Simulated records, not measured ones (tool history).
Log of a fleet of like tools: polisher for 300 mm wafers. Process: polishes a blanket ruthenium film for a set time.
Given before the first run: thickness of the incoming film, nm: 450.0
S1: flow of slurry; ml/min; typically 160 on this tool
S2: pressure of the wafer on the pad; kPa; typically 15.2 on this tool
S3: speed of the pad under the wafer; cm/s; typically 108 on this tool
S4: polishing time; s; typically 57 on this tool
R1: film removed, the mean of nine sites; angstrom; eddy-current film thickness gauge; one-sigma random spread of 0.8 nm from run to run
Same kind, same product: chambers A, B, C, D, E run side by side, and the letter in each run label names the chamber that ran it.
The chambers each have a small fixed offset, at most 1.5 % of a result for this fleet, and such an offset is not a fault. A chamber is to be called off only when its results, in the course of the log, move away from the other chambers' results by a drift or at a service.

run 1E hour=8.1 | S1=160 S2=15.2 S3=108 S4=57 | R1=666.54
-- hour=10.8 chamber E: worn pad replaced by a new one
run 2A hour=14.5 | S1=160 S2=15.2 S3=108 S4=57 | R1=673.68
run 3D hour=19.7 | S1=160 S2=15.2 S3=108 S4=57 | R1=662.20
run 4C hour=28.0 | S1=160 S2=15.2 S3=108 S4=57 | R1=654.20
run 5B hour=34.8 | S1=160 S2=15.2 S3=108 S4=57 | R1=660.28
-- hour=42.4 chamber E: head pressure recalibrated
run 6A hour=43.1 | S1=160 S2=15.2 S3=108 S4=57 | R1=676.42
-- hour=46.5 chamber C: slurry nozzle cleaned
run 7C hour=53.4 | S1=160 S2=15.2 S3=108 S4=57 | R1=666.16
-- hour=61.3 chamber C: worn pad replaced by a new one
run 8D hour=62.6 | S1=160 S2=15.2 S3=108 S4=57 | R1=660.11
-- hour=68.3 chamber A: worn pad replaced by a new one
run 9E hour=70.5 | S1=160 S2=15.2 S3=108 S4=57 | R1=667.73
run 10B hour=78.8 | S1=160 S2=15.2 S3=108 S4=57 | R1=655.43
-- hour=78.9 chamber D: worn pad replaced by a new one
run 11E hour=87.7 | S1=160 S2=15.2 S3=108 S4=57 | R1=662.02
run 12B hour=97.7 | S1=160 S2=15.2 S3=108 S4=57 | R1=667.40
run 13D hour=106.0 | S1=160 S2=15.2 S3=108 S4=57 | R1=665.26
run 14C hour=111.6 | S1=160 S2=15.2 S3=108 S4=57 | R1=668.89
-- hour=119.4 chamber E: worn pad replaced by a new one
-- hour=119.6 chamber B: worn pad replaced by a new one
run 15A hour=120.2 | S1=160 S2=15.2 S3=108 S4=57 | R1=673.91
run 16C hour=129.8 | S1=160 S2=15.2 S3=108 S4=57 | R1=660.24
run 17A hour=139.8 | S1=135 S2=15.2 S3=76 S4=57 | R1=460.62
run 18B hour=148.4 | S1=135 S2=15.2 S3=76 S4=57 | R1=453.32
run 19E hour=157.3 | S1=135 S2=15.2 S3=76 S4=57 | R1=444.27
run 20D hour=167.5 | S1=135 S2=15.2 S3=76 S4=57 | R1=447.37
run 21B hour=176.8 | S1=135 S2=15.2 S3=76 S4=57 | R1=461.90
-- hour=178.3 chamber A: worn pad replaced by a new one
run 22A hour=181.9 | S1=160 S2=15.2 S3=108 S4=57 | R1=673.78
run 23C hour=190.0 | S1=160 S2=15.2 S3=108 S4=57 | R1=696.85
-- hour=190.3 chamber E: slurry nozzle cleaned
run 24D hour=199.6 | S1=160 S2=15.2 S3=108 S4=57 | R1=657.14
run 25E hour=204.1 | S1=160 S2=15.2 S3=108 S4=57 | R1=663.08
-- hour=206.4 chamber E: worn pad replaced by a new one
-- hour=207.9 chamber C: worn pad replaced by a new one
run 26B hour=213.3 | S1=160 S2=15.2 S3=108 S4=57 | R1=647.71
run 27D hour=219.0 | S1=160 S2=15.2 S3=108 S4=57 | R1=660.38
run 28A hour=225.7 | S1=160 S2=11.7 S3=78 S4=57 | R1=372.70
-- hour=227.3 chamber A: slurry nozzle cleaned
run 29C hour=234.3 | S1=160 S2=11.7 S3=78 S4=57 | R1=390.97
run 30E hour=241.9 | S1=160 S2=11.7 S3=78 S4=57 | R1=358.81
run 31E hour=248.7 | S1=160 S2=11.7 S3=78 S4=57 | R1=371.67
-- hour=250.4 chamber D: worn pad replaced by a new one
-- hour=256.4 chamber B: worn pad replaced by a new one
run 32D hour=256.8 | S1=160 S2=11.7 S3=78 S4=57 | R1=360.91
run 33A hour=261.8 | S1=145 S2=15.2 S3=108 S4=63 | R1=745.41
run 34C hour=269.0 | S1=145 S2=15.2 S3=108 S4=63 | R1=775.72
run 35B hour=279.4 | S1=145 S2=15.2 S3=108 S4=63 | R1=700.19
-- hour=284.2 chamber C: slurry nozzle cleaned
run 36C hour=285.8 | S1=145 S2=15.2 S3=108 S4=63 | R1=797.36
-- hour=289.8 chamber B: slurry nozzle cleaned
-- hour=290.5 chamber A: worn pad replaced by a new one
run 37D hour=293.1 | S1=145 S2=15.2 S3=108 S4=63 | R1=731.10
run 38B hour=303.1 | S1=160 S2=15.2 S3=108 S4=57 | R1=662.79
run 39E hour=307.6 | S1=160 S2=15.2 S3=108 S4=57 | R1=640.21
run 40A hour=314.2 | S1=160 S2=15.2 S3=108 S4=57 | R1=661.29
run 41B hour=319.7 | S1=160 S2=15.2 S3=108 S4=57 | R1=660.78

Read the log: is a single chamber off, either drifting away or since a service, is the gauge that measures every chamber drifting, or is nothing wrong beyond small per-chamber offsets? Name any odd chamber and what most likely caused it.

It is chamber C that slowly wanders off from its peers.
Cause: head's pressure above its setpoint, % = 12.4.

Below are 4 candidate recipes for chamber C's next run, each the usual settings with a change, their results shown as question marks. Which of them brings C's results back in line with what the other chambers give on the usual settings?
Maximum distance from the other chambers' mean on the usual settings for a result to count as in line: R1 28.00 angstrom
run 42C-1 hour=327.2 | S1=160 S2=13.8 S3=108 S4=52 | R1=?
run 42C-2 hour=327.2 | S1=160 S2=18.6 S3=108 S4=57 | R1=?
run 42C-3 hour=327.2 | S1=155 S2=15.2 S3=108 S4=51 | R1=?
run 42C-4 hour=327.2 | S1=160 S2=15.9 S3=112 S4=59 | R1=?

Other chambers, usual settings, mean: R1 666.45 angstrom
run=42C-1 R1=619.12
run=42C-2 R1=917.77
run=42C-3 R1=664.85
run=42C-4 R1=838.03
42C-3 is the one that brings the chamber's results back in line with the other chambers.

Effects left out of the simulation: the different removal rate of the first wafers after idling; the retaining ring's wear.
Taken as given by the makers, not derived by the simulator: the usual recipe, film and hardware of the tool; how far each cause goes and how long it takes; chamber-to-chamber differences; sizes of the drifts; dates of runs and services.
